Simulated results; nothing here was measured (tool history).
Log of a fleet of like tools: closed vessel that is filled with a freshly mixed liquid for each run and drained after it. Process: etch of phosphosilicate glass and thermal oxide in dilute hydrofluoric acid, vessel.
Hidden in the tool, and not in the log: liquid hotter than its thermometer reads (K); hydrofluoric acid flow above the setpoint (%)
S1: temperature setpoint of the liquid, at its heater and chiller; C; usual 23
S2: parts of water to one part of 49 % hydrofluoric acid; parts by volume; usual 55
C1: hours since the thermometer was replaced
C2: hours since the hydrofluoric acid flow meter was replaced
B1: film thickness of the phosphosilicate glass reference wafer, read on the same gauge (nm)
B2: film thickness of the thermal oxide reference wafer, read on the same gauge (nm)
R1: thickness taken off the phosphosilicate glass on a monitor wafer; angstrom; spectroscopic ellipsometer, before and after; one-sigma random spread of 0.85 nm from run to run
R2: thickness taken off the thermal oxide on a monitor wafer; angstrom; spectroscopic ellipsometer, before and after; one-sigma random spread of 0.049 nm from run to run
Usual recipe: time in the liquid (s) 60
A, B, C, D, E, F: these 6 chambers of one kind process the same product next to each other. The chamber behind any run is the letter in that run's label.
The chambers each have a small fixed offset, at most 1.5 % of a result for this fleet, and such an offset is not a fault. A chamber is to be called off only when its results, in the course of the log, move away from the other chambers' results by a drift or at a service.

{"run": "1A", "day": 0.233, "S1": 23, "S2": 55, "time in the liquid (s)": 60, "C1": 1936.7, "C2": 642.8, "B1": 79.992, "B2": 140.03, "R1": 1545.2, "R2": 49.73}
{"run": "2D", "day": 0.429, "S1": 23, "S2": 55, "time in the liquid (s)": 60, "C1": 919.3, "C2": 488.9, "B1": 79.984, "B2": 140, "R1": 1560.7, "R2": 50.33}
{"run": "3B", "day": 0.679, "S1": 23, "S2": 55, "time in the liquid (s)": 60, "C1": 1766, "C2": 403.1, "B1": 79.968, "B2": 139.99, "R1": 1567.8, "R2": 51.285}
{"run": "4C", "day": 0.846, "S1": 23, "S2": 55, "time in the liquid (s)": 60, "C1": 985.2, "C2": 365.8, "B1": 80.019, "B2": 140, "R1": 1542.2, "R2": 50.574}
{"run": "5F", "day": 1.162, "S1": 23, "S2": 55, "time in the liquid (s)": 60, "C1": 1815.3, "C2": 150.4, "B1": 79.973, "B2": 140.01, "R1": 1569, "R2": 50.243}
{"run": "6E", "day": 1.417, "S1": 23, "S2": 55, "time in the liquid (s)": 60, "C1": 2054.1, "C2": 223.4, "B1": 80, "B2": 140.06, "R1": 1548.2, "R2": 49.874}
{"run": "7A", "day": 1.596, "S1": 25.5, "S2": 55, "time in the liquid (s)": 80, "C1": 1969.4, "C2": 675.5, "B1": 80.017, "B2": 140, "R1": 2317.6, "R2": 74.779}
{"run": "8B", "day": 1.896, "S1": 25.5, "S2": 55, "time in the liquid (s)": 80, "C1": 1795.2, "C2": 432.3, "B1": 79.976, "B2": 140.02, "R1": 2297, "R2": 74.748}
{"run": "9F", "day": 2.071, "S1": 25.5, "S2": 55, "time in the liquid (s)": 80, "C1": 1837.1, "C2": 172.2, "B1": 80.048, "B2": 139.95, "R1": 2288.7, "R2": 72.905}
{"day": 2.246, "done": "chamber D: thermometer replaced"}
{"run": "10E", "day": 2.292, "S1": 25.5, "S2": 55, "time in the liquid (s)": 80, "C1": 2075.1, "C2": 244.4, "B1": 80.033, "B2": 140, "R1": 2278.4, "R2": 73.958}
{"run": "11C", "day": 2.508, "S1": 25.5, "S2": 55, "time in the liquid (s)": 80, "C1": 1025.1, "C2": 405.7, "B1": 79.986, "B2": 140.01, "R1": 2296, "R2": 73.288}
{"run": "12D", "day": 2.704, "S1": 25.5, "S2": 55, "time in the liquid (s)": 80, "C1": 11.1, "C2": 543.5, "B1": 79.995, "B2": 140.04, "R1": 2302.3, "R2": 75.145}
{"day": 2.871, "done": "chamber C: hydrofluoric acid flow meter replaced"}
{"run": "13A", "day": 2.962, "S1": 23, "S2": 55, "time in the liquid (s)": 60, "C1": 2002.2, "C2": 708.3, "B1": 79.972, "B2": 140, "R1": 1567.9, "R2": 50.293}
{"run": "14E", "day": 3.108, "S1": 23, "S2": 55, "time in the liquid (s)": 60, "C1": 2094.7, "C2": 264, "B1": 80.015, "B2": 139.99, "R1": 1547.6, "R2": 49.489}
{"run": "15D", "day": 3.396, "S1": 23, "S2": 55, "time in the liquid (s)": 60, "C1": 27.7, "C2": 560.1, "B1": 80.02, "B2": 140, "R1": 1568.2, "R2": 51.955}
{"run": "16B", "day": 3.642, "S1": 23, "S2": 55, "time in the liquid (s)": 60, "C1": 1837.1, "C2": 474.2, "B1": 79.987, "B2": 140.03, "R1": 1558.7, "R2": 51.227}
{"run": "17F", "day": 3.946, "S1": 23, "S2": 55, "time in the liquid (s)": 80, "C1": 1882.1, "C2": 217.2, "B1": 80.039, "B2": 140.01, "R1": 2071.3, "R2": 66.514}
{"run": "18C", "day": 4.221, "S1": 23, "S2": 55, "time in the liquid (s)": 80, "C1": 1066.2, "C2": 32.4, "B1": 80.026, "B2": 139.97, "R1": 2049, "R2": 66.135}
{"run": "19D", "day": 4.479, "S1": 23, "S2": 55, "time in the liquid (s)": 80, "C1": 53.7, "C2": 586.1, "B1": 80.004, "B2": 139.95, "R1": 2088.2, "R2": 67.877}
{"run": "20A", "day": 4.738, "S1": 23, "S2": 55, "time in the liquid (s)": 80, "C1": 2044.8, "C2": 750.9, "B1": 80.001, "B2": 140.01, "R1": 2065.7, "R2": 66.689}
{"run": "21E", "day": 4.892, "S1": 23, "S2": 55, "time in the liquid (s)": 80, "C1": 2137.5, "C2": 306.8, "B1": 80.018, "B2": 139.97, "R1": 2057.2, "R2": 66.083}
{"run": "22B", "day": 5.117, "S1": 23, "S2": 55, "time in the liquid (s)": 80, "C1": 1872.5, "C2": 509.6, "B1": 80.019, "B2": 140.02, "R1": 2071, "R2": 66.461}
{"run": "23C", "day": 5.321, "S1": 23, "S2": 55, "time in the liquid (s)": 60, "C1": 1092.6, "C2": 58.8, "B1": 79.994, "B2": 139.98, "R1": 1540.7, "R2": 49.954}
{"run": "24F", "day": 5.546, "S1": 23, "S2": 55, "time in the liquid (s)": 60, "C1": 1920.5, "C2": 255.6, "B1": 79.979, "B2": 140.03, "R1": 1568.1, "R2": 50.004}
{"run": "25A", "day": 5.783, "S1": 23, "S2": 55, "time in the liquid (s)": 60, "C1": 2069.9, "C2": 776, "B1": 79.993, "B2": 139.95, "R1": 1579.5, "R2": 50.129}
{"run": "26D", "day": 6.042, "S1": 23, "S2": 55, "time in the liquid (s)": 60, "C1": 91.2, "C2": 623.6, "B1": 80.021, "B2": 139.94, "R1": 1558.2, "R2": 50.318}
{"run": "27C", "day": 6.283, "S1": 23, "S2": 55, "time in the liquid (s)": 60, "C1": 1115.7, "C2": 81.9, "B1": 80.007, "B2": 140.06, "R1": 1537.3, "R2": 50.721}
{"run": "28E", "day": 6.55, "S1": 20, "S2": 55, "time in the liquid (s)": 85, "C1": 2177.3, "C2": 346.6, "B1": 79.971, "B2": 140.01, "R1": 1934.4, "R2": 62.423}
{"run": "29B", "day": 6.842, "S1": 20, "S2": 55, "time in the liquid (s)": 85, "C1": 1913.9, "C2": 551, "B1": 80.007, "B2": 139.96, "R1": 1948.4, "R2": 63.842}
{"run": "30F", "day": 7.146, "S1": 20, "S2": 55, "time in the liquid (s)": 85, "C1": 1958.9, "C2": 294, "B1": 80.004, "B2": 139.97, "R1": 1954.3, "R2": 62.637}
{"run": "31E", "day": 7.408, "S1": 20, "S2": 55, "time in the liquid (s)": 85, "C1": 2197.9, "C2": 367.2, "B1": 80.021, "B2": 139.98, "R1": 1933.4, "R2": 62.597}
{"day": 7.538, "done": "chamber A: thermometer replaced"}
{"run": "32C", "day": 7.662, "S1": 20, "S2": 55, "time in the liquid (s)": 85, "C1": 1148.8, "C2": 115, "B1": 80.002, "B2": 139.99, "R1": 1915.6, "R2": 64.165}
{"run": "33F", "day": 7.829, "S1": 20, "S2": 55, "time in the liquid (s)": 85, "C1": 1975.3, "C2": 310.4, "B1": 79.99, "B2": 140.02, "R1": 1952.7, "R2": 62.677}
{"run": "34D", "day": 7.983, "S1": 23, "S2": 55, "time in the liquid (s)": 60, "C1": 137.8, "C2": 670.2, "B1": 80.022, "B2": 140.02, "R1": 1559.7, "R2": 51.587}
{"run": "35B", "day": 8.171, "S1": 23, "S2": 55, "time in the liquid (s)": 60, "C1": 1945.8, "C2": 582.9, "B1": 79.968, "B2": 139.98, "R1": 1571.9, "R2": 50.964}
{"run": "36A", "day": 8.317, "S1": 23, "S2": 55, "time in the liquid (s)": 60, "C1": 18.7, "C2": 836.8, "B1": 79.987, "B2": 139.99, "R1": 1554.8, "R2": 50.058}
{"run": "37C", "day": 8.488, "S1": 23, "S2": 55, "time in the liquid (s)": 60, "C1": 1168.6, "C2": 134.8, "B1": 80.009, "B2": 140, "R1": 1526.7, "R2": 51.267}
{"run": "38F", "day": 8.7, "S1": 23, "S2": 55, "time in the liquid (s)": 60, "C1": 1996.2, "C2": 331.3, "B1": 79.975, "B2": 139.99, "R1": 1560.9, "R2": 50.311}
{"run": "39A", "day": 8.904, "S1": 23, "S2": 55, "time in the liquid (s)": 60, "C1": 32.8, "C2": 850.9, "B1": 79.969, "B2": 140, "R1": 1550.6, "R2": 50.85}
{"run": "40D", "day": 9.204, "S1": 23, "S2": 55, "time in the liquid (s)": 60, "C1": 167.1, "C2": 699.5, "B1": 80.015, "B2": 140, "R1": 1568.4, "R2": 51.761}
{"run": "41B", "day": 9.462, "S1": 23, "S2": 55, "time in the liquid (s)": 60, "C1": 1976.8, "C2": 613.9, "B1": 80.038, "B2": 140.01, "R1": 1564.8, "R2": 50.174}
{"run": "42E", "day": 9.738, "S1": 23, "S2": 55, "time in the liquid (s)": 60, "C1": 2253.8, "C2": 423.1, "B1": 80.028, "B2": 140, "R1": 1555.4, "R2": 49.555}
{"run": "43E", "day": 9.946, "S1": 23, "S2": 55, "time in the liquid (s)": 60, "C1": 2258.8, "C2": 428.1, "B1": 80.022, "B2": 139.99, "R1": 1549.3, "R2": 49.657}

Does one chamber stand apart from the rest, does the shared gauge drift, or is all well apart from small per-chamber offsets? Give the chamber and the most likely cause, where there is one.

Nothing is wrong: each chamber keeps only its own small, steady offset and the gauge holds still.
